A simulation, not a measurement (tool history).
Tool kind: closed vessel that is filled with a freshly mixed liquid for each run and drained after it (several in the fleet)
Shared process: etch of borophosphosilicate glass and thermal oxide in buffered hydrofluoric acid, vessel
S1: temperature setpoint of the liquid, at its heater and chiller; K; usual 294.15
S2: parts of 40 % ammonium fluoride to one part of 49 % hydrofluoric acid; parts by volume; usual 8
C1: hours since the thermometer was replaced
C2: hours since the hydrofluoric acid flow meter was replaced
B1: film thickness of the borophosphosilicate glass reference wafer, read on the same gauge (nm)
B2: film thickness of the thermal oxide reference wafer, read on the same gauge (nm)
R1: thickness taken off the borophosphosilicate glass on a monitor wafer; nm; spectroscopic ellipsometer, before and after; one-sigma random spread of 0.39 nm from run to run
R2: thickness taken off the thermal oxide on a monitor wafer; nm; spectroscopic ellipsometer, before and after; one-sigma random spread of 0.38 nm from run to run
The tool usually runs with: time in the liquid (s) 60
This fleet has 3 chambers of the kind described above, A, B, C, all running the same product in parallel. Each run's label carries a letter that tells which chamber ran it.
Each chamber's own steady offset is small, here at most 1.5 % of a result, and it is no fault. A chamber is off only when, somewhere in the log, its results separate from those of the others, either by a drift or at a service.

Run 1A, hour 9.6: usual settings; C1 333.3; C2 290.3; B1 110; B2 40.01. Result: R1 82.731 nm, R2 70.932 nm.
Run 2C, hour 22.1: usual settings; C1 289.4; C2 2438.5; B1 110.01; B2 39.986. Result: R1 81.069 nm, R2 70.978 nm.
Run 3B, hour 34.8: usual settings; C1 585.8; C2 336.3; B1 110; B2 40.002. Result: R1 80.179 nm, R2 71.108 nm.
Run 4C, hour 44.5: usual settings; C1 311.8; C2 2460.9; B1 110.01; B2 40.014. Result: R1 81.133 nm, R2 71.006 nm.
Run 5B, hour 57.7: usual settings; C1 608.7; C2 359.2; B1 110.01; B2 39.977. Result: R1 80.366 nm, R2 70.909 nm.
Run 6A, hour 66.7: usual settings but S1 297.15 K; C1 390.4; C2 347.4; B1 110.02; B2 39.985. Result: R1 96.666 nm, R2 83.863 nm.
Run 7C, hour 74.2: usual settings but S1 297.15 K; C1 341.5; C2 2490.6; B1 110.01; B2 39.994. Result: R1 95.925 nm, R2 82.712 nm.
At hour 79.1: chamber C: hydrofluoric acid flow meter replaced.
Run 8B, hour 81.6: usual settings but S1 297.15 K; C1 632.6; C2 383.1; B1 109.99; B2 39.987. Result: R1 94.615 nm, R2 83.797 nm.
Run 9A, hour 95.3: usual settings but S1 290.65 K; C1 419; C2 376; B1 109.98; B2 39.995. Result: R1 67.62 nm, R2 58.243 nm.
Run 10B, hour 110: usual settings but S1 290.65 K; C1 661; C2 411.5; B1 109.99; B2 40.009. Result: R1 65.83 nm, R2 58.509 nm.
Run 11A, hour 121.8: usual settings but S1 290.65 K; C1 445.5; C2 402.5; B1 110.03; B2 39.992. Result: R1 67.481 nm, R2 57.907 nm.
Run 12C, hour 131.1: usual settings; C1 398.4; C2 52; B1 110.01; B2 39.989. Result: R1 81.033 nm, R2 70.115 nm.
Run 13A, hour 139.8: usual settings; C1 463.5; C2 420.5; B1 110.02; B2 40. Result: R1 82.465 nm, R2 70.722 nm.
Run 14B, hour 150.5: usual settings; C1 701.5; C2 452; B1 109.98; B2 40.003. Result: R1 79.98 nm, R2 71.325 nm.
Run 15C, hour 159.5: usual settings; C1 426.8; C2 80.4; B1 110.01; B2 40.003. Result: R1 81.856 nm, R2 71.424 nm.
Run 16C, hour 173.7: usual settings; C1 441; C2 94.6; B1 110; B2 40.004. Result: R1 81.937 nm, R2 70.2 nm.
Run 17B, hour 184.7: usual settings; C1 735.7; C2 486.2; B1 110; B2 39.995. Result: R1 79.973 nm, R2 70.764 nm.
Run 18A, hour 197.2: usual settings; C1 520.9; C2 477.9; B1 109.99; B2 40.004. Result: R1 81.32 nm, R2 71.355 nm.
Run 19C, hour 210.9: usual settings; C1 478.2; C2 131.8; B1 110.01; B2 40.003. Result: R1 81.248 nm, R2 70.891 nm.
Run 20A, hour 222.7: usual settings but S2 6 parts by volume, time in the liquid (s) 35; C1 546.4; C2 503.4; B1 110.02; B2 39.998. Result: R1 63.396 nm, R2 54.411 nm.
Run 21B, hour 229.8: usual settings but S2 6 parts by volume, time in the liquid (s) 35; C1 780.8; C2 531.3; B1 109.99; B2 39.987. Result: R1 62.037 nm, R2 54.377 nm.
Run 22B, hour 242.4: usual settings but S2 6 parts by volume, time in the liquid (s) 35; C1 793.4; C2 543.9; B1 110.01; B2 40. Result: R1 61.939 nm, R2 54.329 nm.
Run 23A, hour 257: usual settings; C1 580.7; C2 537.7; B1 110.01; B2 40.021. Result: R1 81.31 nm, R2 70.534 nm.
Run 24C, hour 263.8: usual settings; C1 531.1; C2 184.7; B1 110; B2 40.003. Result: R1 81.811 nm, R2 71.002 nm.
Run 25B, hour 276.2: usual settings; C1 827.2; C2 577.7; B1 109.97; B2 40.004. Result: R1 79.747 nm, R2 71.748 nm.
Run 26A, hour 290.7: usual settings; C1 614.4; C2 571.4; B1 110.01; B2 39.993. Result: R1 81.181 nm, R2 70.827 nm.
Run 27C, hour 304.5: usual settings; C1 571.8; C2 225.4; B1 110.02; B2 39.977. Result: R1 82.342 nm, R2 71.569 nm.
Run 28C, hour 312.9: usual settings; C1 580.2; C2 233.8; B1 110.05; B2 40.011. Result: R1 81.606 nm, R2 70.801 nm.
Run 29A, hour 321: usual settings; C1 644.7; C2 601.7; B1 109.99; B2 39.979. Result: R1 81.57 nm, R2 70.474 nm.
Run 30B, hour 333.2: usual settings; C1 884.2; C2 634.7; B1 110.02; B2 39.991. Result: R1 80.051 nm, R2 71.196 nm.

All 3 chambers run these settings next. Forecast each chamber's results:
Run 31A, hour 343.9: usual settings but S1 290.15 K. Result: R1 ?, R2 ?.
Run 31B, hour 343.9: usual settings but S1 290.15 K. Result: R1 ?, R2 ?.
Run 31C, hour 343.9: usual settings but S1 290.15 K. Result: R1 ?, R2 ?.

run      R1      R2
31A  65.355  56.332
31B   64.39  56.693
31C  65.628  55.839
